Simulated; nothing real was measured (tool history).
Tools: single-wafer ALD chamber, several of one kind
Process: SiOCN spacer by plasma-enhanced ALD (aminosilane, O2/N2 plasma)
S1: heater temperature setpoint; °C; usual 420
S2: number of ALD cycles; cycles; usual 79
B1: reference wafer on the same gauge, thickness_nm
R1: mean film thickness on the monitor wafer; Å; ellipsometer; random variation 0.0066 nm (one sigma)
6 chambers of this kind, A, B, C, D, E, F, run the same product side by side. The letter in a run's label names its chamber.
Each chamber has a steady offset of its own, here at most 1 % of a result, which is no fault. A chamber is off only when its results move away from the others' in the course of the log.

Run 1D, day 0.108: usual settings; B1 3.7307. Result: R1 45.095 Å.
Run 2B, day 0.296: usual settings; B1 3.7323. Result: R1 44.855 Å.
Run 3F, day 0.408: usual settings; B1 3.7319. Result: R1 44.95 Å.
Run 4A, day 0.546: usual settings; B1 3.7327. Result: R1 44.407 Å.
Run 5C, day 0.738: usual settings; B1 3.7324. Result: R1 44.435 Å.
Run 6E, day 0.929: usual settings but S2 86 cycles; B1 3.7336. Result: R1 48.526 Å.
Run 7C, day 1.133: usual settings but S2 86 cycles; B1 3.7343. Result: R1 48.319 Å.
Run 8A, day 1.325: usual settings but S2 86 cycles; B1 3.7324. Result: R1 48.351 Å.
Run 9B, day 1.538: usual settings but S2 86 cycles; B1 3.736. Result: R1 49.081 Å.
Run 10D, day 1.721: usual settings but S2 86 cycles; B1 3.7364. Result: R1 49.12 Å.
Run 11F, day 1.925: usual settings but S2 86 cycles; B1 3.7373. Result: R1 49.031 Å.
Run 12E, day 2.062: usual settings; B1 3.7372. Result: R1 44.578 Å.
Run 13E, day 2.204: usual settings; B1 3.7392. Result: R1 44.669 Å.
Run 14C, day 2.342: usual settings; B1 3.7383. Result: R1 44.432 Å.
Run 15F, day 2.454: usual settings; B1 3.739. Result: R1 45.092 Å.
Run 16B, day 2.612: usual settings; B1 3.7395. Result: R1 44.952 Å.
Run 17A, day 2.771: usual settings but S2 68 cycles; B1 3.7401. Result: R1 38.305 Å.
Run 18D, day 2.908: usual settings but S2 68 cycles; B1 3.7409. Result: R1 38.895 Å.
Run 19C, day 3.067: usual settings but S2 68 cycles; B1 3.7405. Result: R1 38.278 Å.
Run 20D, day 3.242: usual settings but S2 68 cycles; B1 3.7403. Result: R1 39.056 Å.
Run 21B, day 3.392: usual settings but S2 68 cycles; B1 3.7424. Result: R1 38.746 Å.
Run 22F, day 3.604: usual settings but S2 68 cycles; B1 3.7432. Result: R1 38.792 Å.
Run 23E, day 3.771: usual settings; B1 3.7437. Result: R1 44.808 Å.
Run 24A, day 3.875: usual settings; B1 3.7446. Result: R1 44.409 Å.
Run 25D, day 4.025: usual settings; B1 3.7458. Result: R1 45.124 Å.
Run 26E, day 4.171: usual settings; B1 3.7452. Result: R1 44.884 Å.
Run 27C, day 4.354: usual settings but S1 427 °C, S2 71 cycles; B1 3.7455. Result: R1 39.212 Å.
Run 28A, day 4.467: usual settings but S1 427 °C, S2 71 cycles; B1 3.747. Result: R1 39.219 Å.
Run 29B, day 4.567: usual settings but S1 427 °C, S2 71 cycles; B1 3.7474. Result: R1 39.572 Å.
Run 30F, day 4.671: usual settings but S1 427 °C, S2 71 cycles; B1 3.7467. Result: R1 39.582 Å.
Run 31A, day 4.792: usual settings but S1 427 °C, S2 71 cycles; B1 3.7468. Result: R1 39.156 Å.
Run 32F, day 4.904: usual settings but S1 427 °C, S2 71 cycles; B1 3.7482. Result: R1 39.689 Å.
Run 33C, day 5.117: usual settings but S1 428 °C, S2 92 cycles; B1 3.7484. Result: R1 50.721 Å.
Run 34D, day 5.254: usual settings but S1 428 °C, S2 92 cycles; B1 3.7482. Result: R1 51.375 Å.
Run 35E, day 5.442: usual settings but S1 428 °C, S2 92 cycles; B1 3.7486. Result: R1 50.995 Å.
Run 36B, day 5.612: usual settings but S1 428 °C, S2 92 cycles; B1 3.7516. Result: R1 51.236 Å.
Run 37C, day 5.833: usual settings but S1 428 °C, S2 92 cycles; B1 3.749. Result: R1 50.557 Å.
Run 38D, day 5.95: usual settings but S1 428 °C, S2 92 cycles; B1 3.7516. Result: R1 51.375 Å.
Run 39F, day 6.071: usual settings; B1 3.7509. Result: R1 45.142 Å.

What goes on in this fleet: one chamber off, a drifting gauge, or nothing beyond the chambers' own small offsets? Name the chamber and the cause, if any.

The gauge drifts, so all chambers seem to drift together. No chamber is off.
Cause: gauge reads high (%) = 0.606.
